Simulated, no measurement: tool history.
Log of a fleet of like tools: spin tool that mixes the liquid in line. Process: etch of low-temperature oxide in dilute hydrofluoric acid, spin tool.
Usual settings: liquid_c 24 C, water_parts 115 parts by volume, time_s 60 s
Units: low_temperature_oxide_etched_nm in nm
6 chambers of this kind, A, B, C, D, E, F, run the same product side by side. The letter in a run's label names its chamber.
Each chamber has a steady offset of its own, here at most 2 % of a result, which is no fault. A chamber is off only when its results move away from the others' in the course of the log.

| run | hour | liquid_c | water_parts | time_s | hours since the thermometer was replaced | hours since the hydrofluoric acid flow meter was replaced | read-back film thickness of the low-temperature oxide reference wafer, read on the same gauge (nm) | low_temperature_oxide_etched_nm |
|---|---|---|---|---|---|---|---|---|
| 1E | 7.0 | 24 | 115 | 60 | 2385.7 | 328.7 | 30.003 | 11.6420 |
| 2A | 15.0 | 24 | 115 | 60 | 228.0 | 1411.5 | 30.023 | 11.8940 |
| 3B | 25.4 | 24 | 115 | 60 | 494.8 | 356.0 | 29.991 | 11.7540 |
|  | 28.6 | chamber D: hydrofluoric acid flow meter replaced |
| 4D | 38.9 | 24 | 115 | 60 | 441.2 | 10.4 | 30.026 | 12.0450 |
| 5F | 50.3 | 24 | 115 | 60 | 960.1 | 965.3 | 30.023 | 11.6310 |
| 6C | 56.8 | 24 | 115 | 60 | 510.5 | 156.9 | 29.994 | 12.0240 |
| 7F | 65.0 | 24 | 115 | 60 | 974.8 | 980.0 | 29.996 | 11.7850 |
| 8A | 76.9 | 24 | 115 | 60 | 289.9 | 1473.4 | 29.991 | 11.6460 |
| 9B | 83.1 | 24 | 115 | 60 | 552.5 | 413.7 | 29.987 | 11.7610 |
| 10D | 89.9 | 24 | 115 | 60 | 492.2 | 61.4 | 30.015 | 11.9450 |
| 11C | 101.3 | 24 | 115 | 60 | 555.0 | 201.4 | 29.954 | 12.0940 |
| 12E | 109.2 | 24 | 115 | 60 | 2487.9 | 430.9 | 30.040 | 11.6370 |
| 13D | 117.3 | 24 | 115 | 60 | 519.6 | 88.8 | 30.005 | 11.9690 |
| 14A | 124.1 | 24 | 115 | 60 | 337.1 | 1520.6 | 30.010 | 11.2700 |
| 15E | 135.1 | 24 | 115 | 60 | 2513.8 | 456.8 | 29.982 | 11.4120 |
| 16F | 143.9 | 24 | 115 | 60 | 1053.7 | 1058.9 | 30.014 | 11.6710 |
| 17C | 154.2 | 24 | 115 | 60 | 607.9 | 254.3 | 30.011 | 11.9630 |
| 18B | 160.3 | 24 | 115 | 60 | 629.7 | 490.9 | 29.957 | 11.7350 |
| 19E | 173.3 | 24 | 115 | 60 | 2552.0 | 495.0 | 29.933 | 11.4870 |
| 20C | 180.4 | 24 | 80 | 60 | 634.1 | 280.5 | 30.017 | 18.0500 |
| 21B | 188.1 | 24 | 80 | 60 | 657.5 | 518.7 | 30.014 | 17.9000 |
| 22A | 197.9 | 24 | 80 | 60 | 410.9 | 1594.4 | 29.963 | 16.8820 |
| 23D | 210.8 | 24 | 80 | 60 | 613.1 | 182.3 | 30.011 | 17.9900 |
| 24F | 220.6 | 24 | 80 | 60 | 1130.4 | 1135.6 | 30.043 | 17.4510 |
| 25B | 228.9 | 24 | 80 | 60 | 698.3 | 559.5 | 30.016 | 17.8520 |
| 26A | 240.6 | 24 | 115 | 60 | 453.6 | 1637.1 | 29.974 | 11.0360 |
| 27D | 248.9 | 24 | 115 | 60 | 651.2 | 220.4 | 29.976 | 11.6720 |
| 28E | 260.4 | 24 | 115 | 60 | 2639.1 | 582.1 | 29.990 | 11.6610 |
| 29F | 268.2 | 24 | 115 | 60 | 1178.0 | 1183.2 | 30.009 | 11.7040 |
| 30C | 277.3 | 24 | 115 | 60 | 731.0 | 377.4 | 29.995 | 11.9070 |
| 31F | 283.4 | 24 | 115 | 60 | 1193.2 | 1198.4 | 29.981 | 11.7810 |
| 32D | 297.0 | 24 | 115 | 60 | 699.3 | 268.5 | 30.010 | 11.9450 |
| 33B | 303.4 | 24 | 115 | 60 | 772.8 | 634.0 | 30.000 | 11.8540 |
| 34E | 315.7 | 24 | 115 | 60 | 2694.4 | 637.4 | 29.988 | 11.8490 |
| 35C | 326.3 | 24 | 115 | 60 | 780.0 | 426.4 | 30.025 | 11.6620 |
| 36A | 332.4 | 24 | 115 | 60 | 545.4 | 1728.9 | 30.016 | 10.6340 |
| 37E | 340.6 | 24 | 115 | 60 | 2719.3 | 662.3 | 30.009 | 11.6010 |

All 6 chambers run these settings next. Forecast each chamber's results:
| 38A | 350.6 | 24 | 170 | 60 |  |  |  | ? |
| 38B | 350.6 | 24 | 170 | 60 |  |  |  | ? |
| 38C | 350.6 | 24 | 170 | 60 |  |  |  | ? |
| 38D | 350.6 | 24 | 170 | 60 |  |  |  | ? |
| 38E | 350.6 | 24 | 170 | 60 |  |  |  | ? |
| 38F | 350.6 | 24 | 170 | 60 |  |  |  | ? |

| run | low_temperature_oxide_etched_nm |
|---|---|
| 38A | 6.7785 |
| 38B | 7.4380 |
| 38C | 7.5231 |
| 38D | 7.5954 |
| 38E | 7.3737 |
| 38F | 7.5494 |
